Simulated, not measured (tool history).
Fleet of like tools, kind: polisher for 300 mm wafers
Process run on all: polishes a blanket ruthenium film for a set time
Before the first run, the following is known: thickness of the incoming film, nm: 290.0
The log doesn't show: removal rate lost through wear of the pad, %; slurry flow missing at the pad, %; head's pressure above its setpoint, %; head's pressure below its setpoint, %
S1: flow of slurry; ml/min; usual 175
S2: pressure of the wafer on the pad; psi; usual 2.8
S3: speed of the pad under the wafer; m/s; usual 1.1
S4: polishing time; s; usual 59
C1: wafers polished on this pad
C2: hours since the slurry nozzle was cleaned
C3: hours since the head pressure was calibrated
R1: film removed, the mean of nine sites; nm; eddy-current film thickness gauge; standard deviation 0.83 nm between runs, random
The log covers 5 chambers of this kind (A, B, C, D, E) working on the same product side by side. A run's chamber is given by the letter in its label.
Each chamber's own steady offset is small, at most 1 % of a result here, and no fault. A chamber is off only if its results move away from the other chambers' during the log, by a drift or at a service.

run    day   S1   S2   S3  S4    C1     C2     C3      R1
 1C  0.217  175  2.8  1.1  59   568  176.2  258.9  85.457
 2A  0.438  175  2.8  1.1  59  1421    559    595  87.764
     0.483  -- chamber A: worn pad replaced by a new one
 3D  0.654  175  2.8  1.1  59   305    274  106.5  87.704
     0.896  -- chamber B: worn pad replaced by a new one
 4B  0.962  175  2.8  1.1  59    16  359.5   60.9   89.58
     1.096  -- chamber C: slurry nozzle cleaned
 5E  1.171  175  2.8  1.1  59   527    131  563.2  86.852
 6A  1.317  175  2.8  1.1  59   193  580.1  616.1  87.915
      1.35  -- chamber E: worn pad replaced by a new one
     1.533  -- chamber D: worn pad replaced by a new one
 7B  1.625  175  2.8  1.1  59   169  375.4   76.8  86.975
 8E  1.817  175  2.8  1.1  59   108  146.5  578.7  88.049
 9C  2.058  175  2.8  1.1  59   994   23.1  303.1   86.72
10D    2.3  175  2.8  1.1  59   177  313.5    146  86.845
11A  2.504  175  2.8  1.1  59   467  608.6  644.6  85.638
12C  2.654  175  2.8  1.1  59  1132   37.4  317.4  87.282
13E    2.8  175  2.8  1.1  59   336  170.1  602.3  86.286
14D  2.967  175  2.8  1.1  59   331  329.5    162  87.061
15B  3.117  125  2.8  1.1  77   514  411.2  112.6  107.47
16A  3.275  125  2.8  1.1  77   645  627.1  663.1  106.34
     3.454  -- chamber C: worn pad replaced by a new one
17B  3.467  125  2.8  1.1  77   595  419.6    121  107.49
     3.488  -- chamber B: worn pad replaced by a new one
     3.583  -- chamber E: worn pad replaced by a new one
     3.617  -- chamber D: worn pad replaced by a new one
18C  3.625  125  2.8  1.1  77    40   60.7  340.7  106.93
19D  3.792  125  2.8  1.1  77    40  349.3  181.8  105.32
20E      4  175  2.8  1.1  59    96  198.9  631.1  86.077
21A  4.171  175  2.8  1.1  59   853  648.6  684.6  86.563
22C  4.392  175  2.8  1.1  59   217   79.1  359.1  88.145
23E  4.633  175  2.8  1.1  59   243  214.1  646.3  83.654
     4.908  -- chamber C: head pressure recalibrated
24D  4.917  175  2.8  1.1  59   300  376.3  208.8  85.517
25B  5.058  175  2.8  1.1  59   363  457.8  159.2  86.871
26C  5.208  175  2.8  1.1  59   406   98.7    7.2  87.713
27D  5.371  175  2.8  1.1  59   406  387.2  219.7  87.097
28B  5.512  175  2.8  1.1  59   468  468.7  170.1  87.601
29A  5.671  175  2.8  1.1  59  1200  684.6  720.6  86.603
     5.679  -- chamber D: worn pad replaced by a new one
30E  5.842  175  2.8  1.1  59   522  243.1  675.3  83.665
     5.867  -- chamber E: worn pad replaced by a new one
31D  6.158  175  2.8  1.1  59   111  406.1  238.6  86.271
32E  6.317  175  2.8  1.1  59   104  254.5  686.7  82.781

What goes on in this fleet: one chamber off, a drifting gauge, or nothing beyond the chambers' own small offsets? Name the chamber and the cause, if any.

It is chamber E that slowly wanders off from its peers.
Likeliest cause: slurry flow missing at the pad, % = 30.
It could be hard to tell apart here from: head's pressure below its setpoint, %.

Which of the 4 candidates below, each the usual settings with something changed and its results left as question marks, puts chamber E back in line with what the other chambers give on the usual settings?
In line means no further than this from the other chambers' mean on the usual settings: R1 2.9 nm
33E-1  6.55  170  2.8  0.98  59               ?
33E-2  6.55  175  2.9   1.1  61               ?
33E-3  6.55  175    3   1.1  63               ?
33E-4  6.55  175  2.8   1.1  56               ?

The other chambers' mean on the usual settings: R1 86.886 nm
  run      R1
33E-1  72.591
33E-2  87.916
33E-3  93.884
33E-4  77.967
33E-2 brings the chamber back in line.
